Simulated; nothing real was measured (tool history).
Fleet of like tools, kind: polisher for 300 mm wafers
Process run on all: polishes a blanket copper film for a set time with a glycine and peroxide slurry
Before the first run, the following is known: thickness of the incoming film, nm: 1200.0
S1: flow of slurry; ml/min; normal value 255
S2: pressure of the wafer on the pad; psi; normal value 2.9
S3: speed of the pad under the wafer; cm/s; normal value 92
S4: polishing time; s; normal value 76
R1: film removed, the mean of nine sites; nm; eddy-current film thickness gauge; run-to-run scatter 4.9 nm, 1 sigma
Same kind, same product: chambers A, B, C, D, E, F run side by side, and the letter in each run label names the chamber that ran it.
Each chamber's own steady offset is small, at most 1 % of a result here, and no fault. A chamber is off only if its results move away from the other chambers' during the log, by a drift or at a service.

| run | hour | S1 | S2 | S3 | S4 | R1 |
|---|---|---|---|---|---|---|
|  | 1.1 | chamber D: worn pad replaced by a new one |
| 1B | 6.5 | 255 | 2.9 | 92 | 76 | 399.42 |
| 2C | 10.7 | 255 | 2.9 | 92 | 76 | 397.54 |
| 3D | 17.4 | 255 | 2.9 | 92 | 76 | 396.63 |
|  | 18.9 | chamber A: worn pad replaced by a new one |
| 4F | 22.8 | 255 | 2.9 | 92 | 76 | 399.29 |
| 5E | 30.9 | 215 | 2.9 | 110 | 76 | 462.66 |
|  | 35.5 | chamber D: slurry nozzle cleaned |
| 6A | 39.6 | 215 | 2.9 | 110 | 76 | 464.09 |
|  | 42.2 | chamber B: worn pad replaced by a new one |
| 7C | 43.7 | 215 | 2.9 | 110 | 76 | 462.22 |
| 8A | 48.6 | 215 | 2.9 | 110 | 76 | 464.58 |
|  | 52.1 | chamber C: worn pad replaced by a new one |
| 9E | 53.3 | 215 | 2.9 | 110 | 76 | 460.18 |
|  | 54.2 | chamber A: head pressure recalibrated |
| 10D | 61.4 | 215 | 2.9 | 110 | 76 | 449.71 |
| 11B | 68.4 | 255 | 2.9 | 92 | 76 | 404.45 |
| 12F | 76.7 | 255 | 2.9 | 92 | 76 | 405.78 |
| 13E | 80.7 | 255 | 2.9 | 92 | 76 | 396.38 |
|  | 84.8 | chamber F: worn pad replaced by a new one |
| 14C | 86 | 255 | 2.6 | 92 | 98 | 479.18 |
| 15F | 93.1 | 255 | 2.6 | 92 | 98 | 474.21 |
| 16A | 101.7 | 255 | 2.6 | 92 | 98 | 476.06 |
| 17D | 110.2 | 255 | 2.6 | 92 | 98 | 471.67 |
| 18B | 115.5 | 255 | 2.6 | 92 | 98 | 467.54 |
| 19E | 121 | 255 | 2.6 | 92 | 98 | 462.42 |
| 20A | 127 | 255 | 2.9 | 92 | 76 | 397.22 |
| 21F | 132.3 | 255 | 2.9 | 92 | 76 | 405.24 |
|  | 133.8 | chamber A: worn pad replaced by a new one |
| 22D | 141 | 255 | 2.9 | 92 | 76 | 398.67 |
| 23B | 146.2 | 255 | 2.9 | 92 | 76 | 396.63 |
|  | 152.8 | chamber C: worn pad replaced by a new one |
| 24C | 154.7 | 190 | 2.1 | 92 | 76 | 305.93 |
| 25C | 159.9 | 190 | 2.1 | 92 | 76 | 302.67 |
| 26B | 166.5 | 190 | 2.1 | 92 | 76 | 301.75 |
|  | 169.4 | chamber B: worn pad replaced by a new one |
|  | 171.6 | chamber D: worn pad replaced by a new one |
| 27A | 173.2 | 190 | 2.1 | 92 | 76 | 305.63 |
| 28F | 178.4 | 190 | 2.1 | 92 | 76 | 294.74 |
|  | 178.8 | chamber C: slurry nozzle cleaned |
| 29D | 182.9 | 190 | 2.1 | 92 | 76 | 301.52 |
| 30E | 191.9 | 305 | 2.9 | 92 | 76 | 386.59 |
| 31F | 199.6 | 305 | 2.9 | 92 | 76 | 400.19 |
| 32B | 206.5 | 305 | 2.9 | 92 | 76 | 411.12 |
| 33E | 214.9 | 305 | 2.9 | 92 | 76 | 374.08 |
| 34C | 221.6 | 305 | 2.9 | 92 | 76 | 401.96 |
| 35A | 226.1 | 305 | 2.9 | 92 | 76 | 404.88 |
| 36D | 232.5 | 255 | 2.9 | 92 | 76 | 396.77 |
| 37C | 241.1 | 255 | 2.9 | 92 | 76 | 400.12 |

Has any chamber moved away from the others, gradually or after a service, or does the common gauge drift, or do the chambers differ only by their own small steady offsets? State the chamber and the most likely cause if one applies.

Little by little, chamber E moves away from the other chambers.
Cause: removal rate lost through wear of the pad, % = 11.2.
Not necessarily distinguishable in this log from: head's pressure below its setpoint, %.

Which of the 4 candidates below, each the usual settings with something changed and its results left as question marks, puts chamber E back in line with what the other chambers give on the usual settings?
Allowed miss from the other chambers' usual-settings mean, per result, to count as in line: R1 17 nm
| 38E-1 | 247.6 | 255 | 3 | 96 | 80 | ? |
| 38E-2 | 247.6 | 255 | 2.8 | 92 | 76 | ? |
| 38E-3 | 247.6 | 255 | 2.5 | 92 | 76 | ? |
| 38E-4 | 247.6 | 255 | 2.9 | 96 | 76 | ? |

What the other chambers average on the usual settings: R1 399.56 nm
| run | R1 |
|---|---|
| 38E-1 | 401.04 |
| 38E-2 | 347.23 |
| 38E-3 | 316.51 |
| 38E-4 | 370.3 |
It is 38E-1 that realigns the chamber with its peers.

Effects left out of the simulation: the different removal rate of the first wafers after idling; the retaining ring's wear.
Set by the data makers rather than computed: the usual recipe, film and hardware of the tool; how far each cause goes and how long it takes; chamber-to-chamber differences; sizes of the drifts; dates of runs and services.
